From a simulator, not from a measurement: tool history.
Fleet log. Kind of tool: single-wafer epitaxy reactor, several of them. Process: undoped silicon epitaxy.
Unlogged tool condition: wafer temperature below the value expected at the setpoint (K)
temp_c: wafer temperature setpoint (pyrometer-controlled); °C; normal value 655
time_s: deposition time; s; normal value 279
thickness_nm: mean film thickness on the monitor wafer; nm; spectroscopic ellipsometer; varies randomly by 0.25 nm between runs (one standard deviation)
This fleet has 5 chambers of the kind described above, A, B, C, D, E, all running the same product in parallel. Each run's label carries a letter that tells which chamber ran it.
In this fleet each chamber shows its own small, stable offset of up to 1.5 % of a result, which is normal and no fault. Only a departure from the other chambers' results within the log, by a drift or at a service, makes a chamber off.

| run | day | temp_c | time_s | hours since the last pyrometer calibration | read-back reference wafer on the same gauge, thickness_nm | thickness_nm |
|---|---|---|---|---|---|---|
| 1D | 0.188 | 655 | 279 | 1748.7 | 46.489 | 51.683 |
| 2C | 0.388 | 655 | 279 | 1775.2 | 46.475 | 51.858 |
| 3B | 0.5 | 655 | 279 | 213.5 | 46.562 | 52.183 |
| 4A | 0.654 | 655 | 279 | 2513.4 | 46.534 | 52.273 |
| 5E | 0.821 | 655 | 279 | 125.7 | 46.562 | 52.714 |
| 6B | 1 | 655 | 279 | 225.5 | 46.497 | 51.76 |
| 7E | 1.108 | 655 | 279 | 132.6 | 46.489 | 52.427 |
| 8C | 1.329 | 655 | 279 | 1797.8 | 46.445 | 51.445 |
| 9D | 1.488 | 655 | 279 | 1779.9 | 46.53 | 52.405 |
| 10A | 1.638 | 655 | 279 | 2537 | 46.501 | 51.905 |
| 11E | 1.771 | 655 | 279 | 148.5 | 46.47 | 52.2 |
| 12A | 1.917 | 655 | 279 | 2543.7 | 46.49 | 52.106 |
| 13D | 2.112 | 655 | 279 | 1794.9 | 46.508 | 52.639 |
|  | 2.262 | chamber C: pyrometer calibrated |
| 14B | 2.3 | 655 | 279 | 256.7 | 46.481 | 51.849 |
| 15C | 2.45 | 655 | 279 | 4.5 | 46.569 | 50.288 |
| 16C | 2.679 | 655 | 279 | 10 | 46.488 | 50.244 |
| 17B | 2.842 | 655 | 279 | 269.7 | 46.53 | 51.803 |
| 18D | 3.042 | 655 | 279 | 1817.2 | 46.547 | 52.371 |
| 19A | 3.229 | 655 | 279 | 2575.2 | 46.54 | 52.387 |
| 20E | 3.454 | 655 | 279 | 188.9 | 46.554 | 51.918 |
| 21A | 3.646 | 655 | 279 | 2585.2 | 46.484 | 52.106 |
| 22D | 3.767 | 655 | 279 | 1834.6 | 46.567 | 52.515 |
| 23E | 3.921 | 641 | 300 | 200.1 | 46.481 | 41.873 |
| 24B | 4.121 | 641 | 300 | 300.4 | 46.462 | 41.255 |
| 25C | 4.35 | 641 | 300 | 50.1 | 46.509 | 40.02 |
| 26D | 4.588 | 641 | 300 | 1854.3 | 46.47 | 41.439 |
| 27A | 4.792 | 641 | 300 | 2612.7 | 46.494 | 41.255 |
| 28E | 5 | 666 | 279 | 226 | 46.511 | 66.319 |
| 29C | 5.104 | 666 | 279 | 68.2 | 46.473 | 63.229 |
| 30B | 5.262 | 666 | 279 | 327.8 | 46.509 | 65.785 |
| 31A | 5.462 | 666 | 279 | 2628.8 | 46.497 | 65.625 |
| 32E | 5.696 | 666 | 279 | 242.7 | 46.499 | 66.822 |
| 33D | 5.908 | 655 | 242 | 1886 | 46.543 | 45.169 |
| 34B | 6.058 | 655 | 242 | 346.9 | 46.476 | 45.078 |
| 35C | 6.262 | 655 | 242 | 96 | 46.531 | 43.608 |
| 36D | 6.425 | 655 | 242 | 1898.4 | 46.499 | 45.146 |
| 37E | 6.562 | 655 | 242 | 263.5 | 46.468 | 45.502 |
| 38A | 6.75 | 655 | 279 | 2659.7 | 46.521 | 52.136 |
| 39B | 6.9 | 655 | 279 | 367.1 | 46.547 | 52.072 |
| 40C | 7.067 | 655 | 279 | 115.3 | 46.49 | 50.357 |

Decide between three cases: one chamber stands off from its peers, the gauge reading all wafers drifts, or nothing is wrong past each chamber's small offset. Where a chamber is off, say which and what most likely put it there.

Chamber C has stood off from the others ever since a service on it.
Likeliest cause: wafer temperature below the value expected at the setpoint (K) = 1.41.

Here are 4 candidates for chamber C's next run, each the usual settings with a change, their results left as question marks. Which one brings its results back in line with what the others give on the usual settings?
In line here means within this much of the mean the other chambers give on the usual settings: thickness_nm 0.87 nm
| 41C-1 | 7.242 | 653 | 279 |  |  | ? |
| 41C-2 | 7.242 | 655 | 282 |  |  | ? |
| 41C-3 | 7.242 | 655 | 276 |  |  | ? |
| 41C-4 | 7.242 | 655 | 290 |  |  | ? |

The mean the other chambers reach with the usual settings: thickness_nm 52.252 nm
| run | thickness_nm |
|---|---|
| 41C-1 | 48.061 |
| 41C-2 | 50.696 |
| 41C-3 | 49.617 |
| 41C-4 | 52.134 |
41C-4 is the one that brings the chamber's results back in line with the other chambers.
